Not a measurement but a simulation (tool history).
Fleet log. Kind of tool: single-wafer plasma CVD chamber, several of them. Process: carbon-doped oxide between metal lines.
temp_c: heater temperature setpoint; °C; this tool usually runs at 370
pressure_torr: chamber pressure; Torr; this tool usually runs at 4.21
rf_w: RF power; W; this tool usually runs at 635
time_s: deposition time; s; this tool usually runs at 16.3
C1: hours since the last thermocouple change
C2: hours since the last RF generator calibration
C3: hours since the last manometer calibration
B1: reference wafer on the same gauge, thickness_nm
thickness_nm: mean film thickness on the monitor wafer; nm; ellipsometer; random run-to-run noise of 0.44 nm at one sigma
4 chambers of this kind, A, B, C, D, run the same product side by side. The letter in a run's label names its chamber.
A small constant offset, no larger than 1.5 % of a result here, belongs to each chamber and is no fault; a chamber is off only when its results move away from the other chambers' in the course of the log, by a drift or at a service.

run 1D hour=9.6 | temp_c=370 pressure_torr=4.21 rf_w=635 time_s=16.3 | C1=1202.3 C2=762.5 C3=1520.4 | B1=101.10 | thickness_nm=90.195
run 2C hour=23.2 | temp_c=370 pressure_torr=4.21 rf_w=635 time_s=16.3 | C1=1389.6 C2=503.0 C3=1112.3 | B1=101.23 | thickness_nm=89.822
run 3A hour=33.3 | temp_c=370 pressure_torr=4.21 rf_w=635 time_s=16.3 | C1=1750.2 C2=382.0 C3=401.4 | B1=101.02 | thickness_nm=91.314
run 4B hour=43.9 | temp_c=370 pressure_torr=4.21 rf_w=635 time_s=16.3 | C1=1817.2 C2=79.9 C3=1244.6 | B1=101.29 | thickness_nm=92.295
run 5D hour=53.0 | temp_c=370 pressure_torr=4.21 rf_w=635 time_s=16.3 | C1=1245.7 C2=805.9 C3=1563.8 | B1=101.10 | thickness_nm=90.575
run 6A hour=67.2 | temp_c=370 pressure_torr=4.21 rf_w=635 time_s=16.3 | C1=1784.1 C2=415.9 C3=435.3 | B1=101.15 | thickness_nm=91.020
run 7B hour=78.3 | temp_c=370 pressure_torr=3.36 rf_w=635 time_s=16.3 | C1=1851.6 C2=114.3 C3=1279.0 | B1=101.24 | thickness_nm=89.791
run 8C hour=91.4 | temp_c=370 pressure_torr=3.36 rf_w=635 time_s=16.3 | C1=1457.8 C2=571.2 C3=1180.5 | B1=101.13 | thickness_nm=88.666
run 9A hour=98.8 | temp_c=370 pressure_torr=3.36 rf_w=635 time_s=16.3 | C1=1815.7 C2=447.5 C3=466.9 | B1=101.38 | thickness_nm=87.880
run 10C hour=105.5 | temp_c=370 pressure_torr=3.36 rf_w=635 time_s=16.3 | C1=1471.9 C2=585.3 C3=1194.6 | B1=101.20 | thickness_nm=87.764
run 11B hour=116.1 | temp_c=370 pressure_torr=4.21 rf_w=635 time_s=16.3 | C1=1889.4 C2=152.1 C3=1316.8 | B1=101.19 | thickness_nm=91.979
-- hour=119.0 chamber B: thermocouple changed; heater temperature recalibrated
run 12D hour=130.8 | temp_c=370 pressure_torr=4.21 rf_w=635 time_s=16.3 | C1=1323.5 C2=883.7 C3=1641.6 | B1=101.22 | thickness_nm=90.675
run 13A hour=141.4 | temp_c=370 pressure_torr=4.21 rf_w=635 time_s=16.3 | C1=1858.3 C2=490.1 C3=509.5 | B1=101.19 | thickness_nm=89.721
run 14D hour=149.9 | temp_c=370 pressure_torr=4.21 rf_w=635 time_s=16.3 | C1=1342.6 C2=902.8 C3=1660.7 | B1=101.30 | thickness_nm=90.196
run 15C hour=160.9 | temp_c=370 pressure_torr=4.21 rf_w=635 time_s=16.3 | C1=1527.3 C2=640.7 C3=1250.0 | B1=101.20 | thickness_nm=90.442
run 16B hour=170.9 | temp_c=370 pressure_torr=4.21 rf_w=635 time_s=16.3 | C1=52.0 C2=206.9 C3=1371.6 | B1=101.21 | thickness_nm=90.410
run 17A hour=183.3 | temp_c=370 pressure_torr=4.21 rf_w=635 time_s=16.3 | C1=1900.2 C2=532.0 C3=551.4 | B1=101.16 | thickness_nm=89.554
run 18D hour=192.9 | temp_c=370 pressure_torr=4.21 rf_w=635 time_s=16.3 | C1=1385.6 C2=945.8 C3=1703.7 | B1=101.10 | thickness_nm=90.955
run 19B hour=201.0 | temp_c=370 pressure_torr=4.21 rf_w=635 time_s=16.3 | C1=82.1 C2=237.0 C3=1401.7 | B1=101.08 | thickness_nm=91.846
run 20C hour=212.7 | temp_c=370 pressure_torr=4.21 rf_w=635 time_s=16.3 | C1=1579.1 C2=692.5 C3=1301.8 | B1=101.19 | thickness_nm=89.969
run 21A hour=227.7 | temp_c=370 pressure_torr=4.21 rf_w=635 time_s=16.3 | C1=1944.6 C2=576.4 C3=595.8 | B1=101.30 | thickness_nm=88.590
run 22D hour=237.4 | temp_c=370 pressure_torr=4.21 rf_w=635 time_s=16.3 | C1=1430.1 C2=990.3 C3=1748.2 | B1=101.10 | thickness_nm=90.957
run 23C hour=250.2 | temp_c=370 pressure_torr=4.21 rf_w=635 time_s=16.3 | C1=1616.6 C2=730.0 C3=1339.3 | B1=101.20 | thickness_nm=90.378
run 24B hour=260.6 | temp_c=370 pressure_torr=4.64 rf_w=635 time_s=16.3 | C1=141.7 C2=296.6 C3=1461.3 | B1=101.25 | thickness_nm=92.463
run 25D hour=268.9 | temp_c=370 pressure_torr=4.64 rf_w=635 time_s=16.3 | C1=1461.6 C2=1021.8 C3=1779.7 | B1=101.29 | thickness_nm=91.006
run 26A hour=277.1 | temp_c=370 pressure_torr=4.64 rf_w=635 time_s=16.3 | C1=1994.0 C2=625.8 C3=645.2 | B1=101.05 | thickness_nm=89.151

Each of the 4 chambers runs these same settings next. Fill in every chamber's results:
run 27A hour=288.1 | temp_c=375 pressure_torr=4.21 rf_w=635 time_s=16.3 | thickness_nm=?
run 27B hour=288.1 | temp_c=375 pressure_torr=4.21 rf_w=635 time_s=16.3 | thickness_nm=?
run 27C hour=288.1 | temp_c=375 pressure_torr=4.21 rf_w=635 time_s=16.3 | thickness_nm=?
run 27D hour=288.1 | temp_c=375 pressure_torr=4.21 rf_w=635 time_s=16.3 | thickness_nm=?

run=27A thickness_nm=85.787
run=27B thickness_nm=89.978
run=27C thickness_nm=89.643
run=27D thickness_nm=88.961
